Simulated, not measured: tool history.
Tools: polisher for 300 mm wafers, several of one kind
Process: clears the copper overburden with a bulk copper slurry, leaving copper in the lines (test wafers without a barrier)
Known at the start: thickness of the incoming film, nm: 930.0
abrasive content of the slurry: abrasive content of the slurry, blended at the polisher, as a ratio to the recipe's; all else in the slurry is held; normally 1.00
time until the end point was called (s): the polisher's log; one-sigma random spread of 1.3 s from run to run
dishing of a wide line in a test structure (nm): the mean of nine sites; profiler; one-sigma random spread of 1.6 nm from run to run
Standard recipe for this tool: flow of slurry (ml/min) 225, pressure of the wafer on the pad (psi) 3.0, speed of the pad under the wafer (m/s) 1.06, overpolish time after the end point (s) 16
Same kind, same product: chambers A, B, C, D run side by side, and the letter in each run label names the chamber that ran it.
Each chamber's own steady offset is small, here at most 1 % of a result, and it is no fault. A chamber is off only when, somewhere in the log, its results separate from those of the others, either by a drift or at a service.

| run | hour | flow of slurry (ml/min) | pressure of the wafer on the pad (psi) | speed of the pad under the wafer (m/s) | abrasive content of the slurry | overpolish time after the end point (s) | wafers polished on this pad | hours since the slurry nozzle was cleaned | hours since the head pressure was calibrated | hours since the slurry blender was calibrated | time until the end point was called (s) | dishing of a wide line in a test structure (nm) |
|---|---|---|---|---|---|---|---|---|---|---|---|---|
| 1B | 11.6 | 225 | 3.0 | 1.06 | 1.00 | 16 | 300 | 244.6 | 316.6 | 339.4 | 91.469 | 88.671 |
| 2D | 19.9 | 225 | 3.0 | 1.06 | 1.00 | 16 | 363 | 635.2 | 140.5 | 80.2 | 93.459 | 89.264 |
|  | 27.5 | chamber B: slurry blender recalibrated |
| 3A | 32.3 | 225 | 3.0 | 1.06 | 1.00 | 16 | 655 | 328.2 | 77.7 | 249.9 | 95.977 | 85.373 |
|  | 33.2 | chamber A: slurry blender recalibrated |
|  | 43.9 | chamber B: worn pad replaced by a new one |
| 4C | 43.9 | 225 | 3.0 | 1.06 | 1.00 | 16 | 1327 | 262.7 | 876.9 | 174.5 | 95.255 | 88.187 |
|  | 45.3 | chamber C: slurry blender recalibrated |
| 5A | 56.4 | 225 | 3.0 | 1.06 | 1.00 | 16 | 869 | 352.3 | 101.8 | 23.3 | 93.231 | 89.771 |
|  | 59.6 | chamber C: worn pad replaced by a new one |
|  | 59.9 | chamber A: slurry nozzle cleaned |
| 6C | 68.9 | 225 | 3.0 | 1.06 | 1.00 | 16 | 83 | 287.7 | 901.9 | 23.7 | 94.986 | 85.955 |
|  | 75.7 | chamber A: worn pad replaced by a new one |
| 7B | 76.0 | 225 | 3.0 | 1.06 | 1.00 | 16 | 285 | 309.0 | 381.0 | 48.6 | 93.628 | 89.699 |
|  | 78.9 | chamber D: worn pad replaced by a new one |
| 8D | 83.9 | 225 | 3.0 | 1.06 | 1.00 | 16 | 44 | 699.2 | 204.5 | 144.2 | 95.265 | 84.847 |
| 9D | 89.7 | 225 | 3.0 | 1.06 | 1.00 | 16 | 96 | 705.0 | 210.3 | 150.0 | 93.409 | 85.405 |
| 10B | 100.4 | 225 | 3.0 | 1.06 | 1.00 | 16 | 502 | 333.4 | 405.4 | 73.0 | 92.073 | 88.487 |
| 11C | 108.2 | 225 | 3.0 | 1.06 | 0.85 | 6 | 432 | 327.0 | 941.2 | 63.0 | 93.705 | 40.146 |
|  | 109.2 | chamber D: slurry nozzle cleaned |
| 12A | 116.3 | 225 | 3.0 | 1.06 | 0.85 | 6 | 361 | 56.4 | 161.7 | 83.2 | 98.936 | 39.283 |
|  | 120.1 | chamber B: worn pad replaced by a new one |
| 13A | 121.9 | 225 | 3.0 | 1.06 | 0.85 | 6 | 410 | 62.0 | 167.3 | 88.8 | 96.000 | 40.875 |
|  | 123.8 | chamber B: slurry nozzle cleaned |
| 14C | 129.4 | 225 | 3.0 | 1.06 | 0.85 | 6 | 620 | 348.2 | 962.4 | 84.2 | 97.342 | 39.128 |
| 15D | 136.7 | 265 | 3.0 | 1.06 | 1.00 | 9 | 513 | 27.6 | 257.3 | 197.0 | 92.256 | 59.032 |
| 16B | 144.4 | 265 | 3.0 | 1.06 | 1.00 | 9 | 216 | 20.6 | 449.4 | 117.0 | 91.915 | 57.650 |
| 17D | 150.5 | 265 | 3.0 | 1.06 | 1.00 | 9 | 636 | 41.4 | 271.1 | 210.8 | 93.515 | 57.711 |
| 18C | 160.9 | 265 | 3.0 | 1.06 | 1.00 | 9 | 900 | 379.7 | 993.9 | 115.7 | 90.555 | 57.405 |
| 19A | 173.4 | 225 | 3.0 | 1.06 | 1.00 | 16 | 868 | 113.5 | 218.8 | 140.3 | 92.391 | 82.954 |
| 20B | 180.1 | 225 | 3.0 | 1.06 | 1.00 | 16 | 533 | 56.3 | 485.1 | 152.7 | 90.959 | 85.450 |
|  | 185.4 | chamber D: worn pad replaced by a new one |
|  | 188.6 | chamber B: worn pad replaced by a new one |
| 21D | 189.7 | 225 | 3.0 | 1.06 | 1.00 | 16 | 38 | 80.6 | 310.3 | 250.0 | 95.994 | 86.531 |
| 22C | 198.6 | 225 | 3.0 | 1.06 | 1.00 | 16 | 1234 | 417.4 | 1031.6 | 153.4 | 95.246 | 86.032 |
|  | 199.1 | chamber A: worn pad replaced by a new one |
|  | 203.9 | chamber C: worn pad replaced by a new one |
| 23A | 206.6 | 225 | 2.7 | 1.06 | 1.00 | 16 | 66 | 146.7 | 252.0 | 173.5 | 102.780 | 80.231 |
|  | 214.9 | chamber C: slurry blender recalibrated |
| 24B | 215.8 | 225 | 2.7 | 1.06 | 1.00 | 16 | 242 | 92.0 | 520.8 | 188.4 | 104.240 | 79.624 |
| 25C | 227.0 | 225 | 2.7 | 1.06 | 1.00 | 16 | 205 | 445.8 | 1060.0 | 12.2 | 102.610 | 78.608 |
| 26A | 233.3 | 225 | 2.7 | 1.06 | 1.00 | 16 | 303 | 173.4 | 278.7 | 200.2 | 102.040 | 75.613 |
| 27D | 241.5 | 225 | 3.0 | 1.06 | 1.00 | 16 | 498 | 132.4 | 362.1 | 301.8 | 96.303 | 86.851 |
|  | 244.8 | chamber A: slurry blender recalibrated |
| 28B | 252.8 | 225 | 3.0 | 1.06 | 1.00 | 16 | 571 | 129.0 | 557.8 | 225.4 | 94.218 | 87.149 |
|  | 258.2 | chamber B: worn pad replaced by a new one |
| 29B | 263.6 | 225 | 3.0 | 1.06 | 1.00 | 16 | 48 | 139.8 | 568.6 | 236.2 | 93.159 | 88.020 |
| 30A | 269.2 | 225 | 3.0 | 1.06 | 1.00 | 16 | 622 | 209.3 | 314.6 | 24.4 | 90.452 | 85.178 |
|  | 274.4 | chamber D: worn pad replaced by a new one |
| 31C | 279.7 | 225 | 3.0 | 1.06 | 1.00 | 16 | 673 | 498.5 | 1112.7 | 64.9 | 92.072 | 87.587 |
|  | 283.8 | chamber C: head pressure recalibrated |
| 32D | 285.6 | 290 | 3.0 | 0.90 | 1.00 | 16 | 100 | 176.5 | 406.2 | 345.9 | 114.900 | 75.894 |
| 33A | 291.3 | 290 | 3.0 | 0.90 | 1.00 | 16 | 819 | 231.4 | 336.7 | 46.5 | 106.210 | 78.594 |
| 34C | 302.2 | 290 | 3.0 | 0.90 | 1.00 | 16 | 872 | 521.0 | 18.4 | 87.4 | 106.680 | 81.635 |
| 35B | 309.6 | 290 | 3.0 | 0.90 | 1.00 | 16 | 457 | 185.8 | 614.6 | 282.2 | 107.320 | 79.811 |
| 36D | 321.9 | 225 | 3.0 | 1.06 | 1.00 | 16 | 422 | 212.8 | 442.5 | 382.2 | 100.860 | 83.870 |
| 37D | 333.5 | 225 | 3.0 | 1.06 | 1.00 | 16 | 525 | 224.4 | 454.1 | 393.8 | 100.420 | 81.900 |

Decide between three cases: one chamber stands off from its peers, the gauge reading all wafers drifts, or nothing is wrong past each chamber's small offset. Where a chamber is off, say which and what most likely put it there.

Chamber D drifts away from the others.
What lies behind it: abrasive missing from the slurry, % = 30.2.
From this log alone, it may not be told apart from: head's pressure below its setpoint, %.

Here are 4 candidates for chamber D's next run, each the usual settings with a change, their results left as question marks. Which one brings its results back in line with what the others give on the usual settings?
In line means no further than this from the other chambers' mean on the usual settings: time until the end point was called (s) 4.500; dishing of a wide line in a test structure (nm) 5.500
| 38D-1 | 342.6 | 225 | 3.2 | 1.16 | 1.00 | 16 |  |  |  |  | ? | ? |
| 38D-2 | 342.6 | 225 | 2.9 | 1.02 | 1.00 | 16 |  |  |  |  | ? | ? |
| 38D-3 | 342.6 | 225 | 2.8 | 0.96 | 1.00 | 16 |  |  |  |  | ? | ? |
| 38D-4 | 342.6 | 225 | 3.1 | 1.10 | 1.00 | 16 |  |  |  |  | ? | ? |

On the usual settings, the other chambers give on average: time until the end point was called (s) 93.307; dishing of a wide line in a test structure (nm) 86.614
| run | time until the end point was called (s) | dishing of a wide line in a test structure (nm) |
|---|---|---|
| 38D-1 | 85.711 | 92.133 |
| 38D-2 | 107.500 | 78.543 |
| 38D-3 | 118.250 | 73.246 |
| 38D-4 | 93.277 | 86.972 |
With 38D-4, the chamber falls back in line with the rest.
